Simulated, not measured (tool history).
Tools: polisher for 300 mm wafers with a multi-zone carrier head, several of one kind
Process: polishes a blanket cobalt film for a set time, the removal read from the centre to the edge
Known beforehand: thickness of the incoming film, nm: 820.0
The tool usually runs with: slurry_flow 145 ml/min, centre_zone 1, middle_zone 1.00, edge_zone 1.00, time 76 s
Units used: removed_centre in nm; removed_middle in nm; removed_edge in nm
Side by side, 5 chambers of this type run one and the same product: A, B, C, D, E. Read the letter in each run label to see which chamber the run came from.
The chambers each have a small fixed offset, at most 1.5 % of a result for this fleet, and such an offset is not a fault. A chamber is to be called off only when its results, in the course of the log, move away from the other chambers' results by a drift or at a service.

run,day,slurry_flow,centre_zone,middle_zone,edge_zone,time,removed_centre,removed_middle,removed_edge
1B,0.221,145,1,1.00,1.00,76,282.43,284.79,285.24
# day 0.588: chamber D: slurry nozzle cleaned
2A,0.654,145,1,1.00,1.00,76,287.94,284.85,284.56
# day 0.671: chamber B: worn pad replaced by a new one
3C,0.950,145,1,1.00,1.00,76,282.27,283.00,286.93
# day 1.138: chamber E: edge zone pressure recalibrated
4D,1.246,145,1,1.00,1.00,76,283.87,281.53,281.46
# day 1.262: chamber E: worn pad replaced by a new one
# day 1.288: chamber A: worn pad replaced by a new one
# day 1.288: chamber A: edge zone pressure recalibrated
5E,1.442,145,1,1.00,1.00,76,283.33,277.44,280.51
# day 1.554: chamber C: edge zone pressure recalibrated
6A,1.729,145,1,1.00,1.00,76,282.84,284.25,274.65
# day 2.062: chamber D: worn pad replaced by a new one
7B,2.171,145,1,1.00,1.00,76,282.40,284.95,284.41
8C,2.388,145,1,1.00,1.00,76,283.30,283.31,279.76
# day 2.600: chamber C: worn pad replaced by a new one
9D,2.700,145,1,1.00,1.00,76,281.80,281.41,285.48
# day 2.762: chamber B: worn pad replaced by a new one
10E,2.958,145,1,1.00,1.00,76,285.69,280.46,281.73
11B,3.204,145,1,1.00,1.00,76,283.71,281.38,284.65
12E,3.621,110,1,0.92,1.00,76,262.85,245.41,262.55
# day 3.892: chamber A: worn pad replaced by a new one
13A,3.933,110,1,0.92,1.00,76,260.14,247.72,266.99
14C,4.346,110,1,0.92,1.00,76,264.46,252.25,275.86
# day 4.404: chamber A: centre zone pressure recalibrated
15D,4.738,110,1,0.92,1.00,76,263.57,248.45,279.34
16C,5.125,110,1,0.92,1.00,76,260.82,249.29,265.93
# day 5.171: chamber B: worn pad replaced by a new one
17B,5.346,145,1,1.00,1.00,76,284.30,283.80,282.89
18A,5.650,145,1,1.00,1.00,76,283.62,284.04,275.77
# day 5.738: chamber E: worn pad replaced by a new one
# day 5.829: chamber C: slurry nozzle cleaned
19E,5.929,145,1,1.00,1.00,76,283.64,280.51,282.99
# day 6.150: chamber B: slurry nozzle cleaned
20D,6.200,145,1,1.00,1.00,76,280.47,281.16,279.39
21D,6.475,145,1,1.00,1.00,76,280.18,285.42,280.76
# day 6.692: chamber C: worn pad replaced by a new one
22E,6.821,145,1,1.09,1.06,76,281.20,304.07,291.75
# day 6.917: chamber A: worn pad replaced by a new one
23C,7.046,145,1,1.09,1.06,76,286.81,310.30,297.74
# day 7.238: chamber D: worn pad replaced by a new one
# day 7.275: chamber B: worn pad replaced by a new one
24B,7.317,145,1,1.09,1.06,76,284.50,307.23,291.54
25A,7.542,145,1,1.09,1.06,76,283.61,306.90,287.09
26E,7.800,145,1,1.09,1.06,76,288.66,304.56,299.28
27C,8.138,145,1,1.00,1.00,76,282.76,285.92,283.85
28D,8.504,145,1,1.00,1.00,76,281.75,278.56,284.25
29B,8.833,145,1,1.00,1.00,76,281.09,282.42,283.77
30A,9.042,145,1,1.00,1.00,76,279.95,284.82,285.78
# day 9.133: chamber B: worn pad replaced by a new one
31D,9.396,145,1,1.00,1.00,76,286.23,279.57,279.01
# day 9.404: chamber C: centre zone pressure recalibrated
# day 9.683: chamber A: worn pad replaced by a new one
32B,9.683,145,1,1.00,1.00,76,281.89,282.00,280.55
33A,9.904,145,1,1.00,1.00,76,285.32,283.69,286.20
34C,10.200,145,1,1.00,1.00,76,283.09,286.80,277.75
# day 10.362: chamber E: worn pad replaced by a new one
35E,10.554,145,1,1.00,1.00,76,287.92,280.16,281.49
36B,10.800,145,1,1.00,1.00,76,279.32,280.79,290.83

The same settings go to every chamber for the next run, one line per chamber below. Forecast the results for each:
37A,11.125,145,1,1.00,1.00,76,?,?,?
37B,11.125,145,1,1.00,1.00,76,?,?,?
37C,11.125,145,1,1.00,1.00,76,?,?,?
37D,11.125,145,1,1.00,1.00,76,?,?,?
37E,11.125,145,1,1.00,1.00,76,?,?,?

run,removed_centre,removed_middle,removed_edge
37A,284.50,285.65,274.38
37B,278.54,282.48,278.83
37C,281.37,287.46,281.16
37D,278.95,284.57,284.04
37E,287.57,279.92,285.57

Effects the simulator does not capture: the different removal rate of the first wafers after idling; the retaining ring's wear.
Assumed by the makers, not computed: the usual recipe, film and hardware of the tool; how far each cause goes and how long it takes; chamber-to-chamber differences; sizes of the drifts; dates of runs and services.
